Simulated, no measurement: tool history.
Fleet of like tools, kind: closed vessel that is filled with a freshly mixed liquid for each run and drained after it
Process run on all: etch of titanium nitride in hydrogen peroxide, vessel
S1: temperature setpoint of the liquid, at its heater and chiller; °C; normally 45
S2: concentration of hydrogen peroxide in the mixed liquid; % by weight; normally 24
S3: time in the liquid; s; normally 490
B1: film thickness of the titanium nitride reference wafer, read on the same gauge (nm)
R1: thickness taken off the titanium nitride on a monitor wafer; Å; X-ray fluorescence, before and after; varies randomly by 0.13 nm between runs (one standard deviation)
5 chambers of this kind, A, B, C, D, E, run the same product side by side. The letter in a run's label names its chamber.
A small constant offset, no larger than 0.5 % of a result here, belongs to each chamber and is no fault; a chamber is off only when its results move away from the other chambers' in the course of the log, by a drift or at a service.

Run 1E, hour 3.2: usual settings; B1 100.01. Result: R1 137.8 Å.
At hour 6.3: chamber D: peroxide flow meter replaced.
Run 2B, hour 10.7: usual settings; B1 100. Result: R1 136.57 Å.
Run 3D, hour 17.8: usual settings; B1 99.982. Result: R1 136.91 Å.
Run 4A, hour 23.5: usual settings; B1 100.01. Result: R1 135.18 Å.
Run 5C, hour 29.2: usual settings; B1 99.995. Result: R1 138.95 Å.
At hour 29.8: chamber D: new drum of peroxide connected.
Run 6C, hour 35.6: usual settings; B1 100. Result: R1 138.91 Å.
Run 7B, hour 40.5: usual settings; B1 99.99. Result: R1 138.8 Å.
Run 8E, hour 47.5: usual settings but S2 29.5 % by weight; B1 100.01. Result: R1 143.5 Å.
Run 9A, hour 53.7: usual settings but S2 29.5 % by weight; B1 99.986. Result: R1 142.26 Å.
Run 10D, hour 60.7: usual settings but S2 29.5 % by weight; B1 99.979. Result: R1 146.16 Å.
Run 11E, hour 65.5: usual settings but S2 29.5 % by weight; B1 99.994. Result: R1 146.31 Å.
Run 12A, hour 70.4: usual settings but S2 29.5 % by weight; B1 100. Result: R1 142.92 Å.
Run 13B, hour 75.3: usual settings; B1 99.997. Result: R1 137.77 Å.
Run 14C, hour 81.2: usual settings; B1 99.984. Result: R1 139.87 Å.
Run 15D, hour 86.1: usual settings; B1 100. Result: R1 136.23 Å.
Run 16E, hour 93.1: usual settings; B1 100.01. Result: R1 139.27 Å.
Run 17A, hour 99.7: usual settings; B1 99.998. Result: R1 137.52 Å.
Run 18D, hour 104.9: usual settings but S2 21 % by weight; B1 99.994. Result: R1 131.04 Å.
Run 19B, hour 108.3: usual settings but S2 21 % by weight; B1 100.01. Result: R1 132.85 Å.
Run 20C, hour 114.4: usual settings but S2 21 % by weight; B1 100.01. Result: R1 137.32 Å.
Run 21B, hour 119.3: usual settings but S2 21 % by weight; B1 99.997. Result: R1 134.18 Å.
At hour 119.6: chamber B: peroxide flow meter replaced.
Run 22E, hour 126.6: usual settings but S2 21 % by weight; B1 99.998. Result: R1 135.24 Å.
Run 23D, hour 132.3: usual settings; B1 99.996. Result: R1 137.68 Å.
Run 24C, hour 137.6: usual settings; B1 100.01. Result: R1 140.59 Å.
Run 25A, hour 142.1: usual settings; B1 99.993. Result: R1 138.88 Å.
Run 26B, hour 148.2: usual settings; B1 100. Result: R1 136.81 Å.
Run 27D, hour 151.5: usual settings but S2 28 % by weight, S3 635 s; B1 99.997. Result: R1 187.22 Å.
Run 28C, hour 158.2: usual settings but S2 28 % by weight, S3 635 s; B1 100.01. Result: R1 193.11 Å.
Run 29A, hour 163.1: usual settings but S2 28 % by weight, S3 635 s; B1 99.991. Result: R1 182.78 Å.
Run 30E, hour 166.4: usual settings but S2 28 % by weight, S3 635 s; B1 99.989. Result: R1 183.6 Å.
Run 31D, hour 171.2: usual settings but S2 28 % by weight, S3 635 s; B1 100.01. Result: R1 184.99 Å.
Run 32C, hour 176.8: usual settings; B1 100. Result: R1 143.83 Å.
Run 33B, hour 181.4: usual settings; B1 100.02. Result: R1 139.26 Å.
Run 34E, hour 185.7: usual settings; B1 99.992. Result: R1 139.71 Å.
Run 35A, hour 189: usual settings; B1 100.01. Result: R1 137.36 Å.
Run 36C, hour 192.4: usual settings but S1 51.5 °C, S3 680 s; B1 99.999. Result: R1 318.39 Å.
Run 37A, hour 196.2: usual settings but S1 51.5 °C, S3 680 s; B1 100.02. Result: R1 303.02 Å.
Run 38B, hour 199.9: usual settings but S1 51.5 °C, S3 680 s; B1 100.01. Result: R1 306.12 Å.
Run 39E, hour 203.2: usual settings but S1 51.5 °C, S3 680 s; B1 100. Result: R1 309.83 Å.

For the next run the whole fleet of 5 chambers uses the same settings. Give each chamber's results:
Run 40A, hour 208.6: usual settings but S3 665 s. Result: R1 ?.
Run 40B, hour 208.6: usual settings but S3 665 s. Result: R1 ?.
Run 40C, hour 208.6: usual settings but S3 665 s. Result: R1 ?.
Run 40D, hour 208.6: usual settings but S3 665 s. Result: R1 ?.
Run 40E, hour 208.6: usual settings but S3 665 s. Result: R1 ?.

run      R1
40A  181.93
40B  185.73
40C  201.42
40D  186.98
40E  186.31

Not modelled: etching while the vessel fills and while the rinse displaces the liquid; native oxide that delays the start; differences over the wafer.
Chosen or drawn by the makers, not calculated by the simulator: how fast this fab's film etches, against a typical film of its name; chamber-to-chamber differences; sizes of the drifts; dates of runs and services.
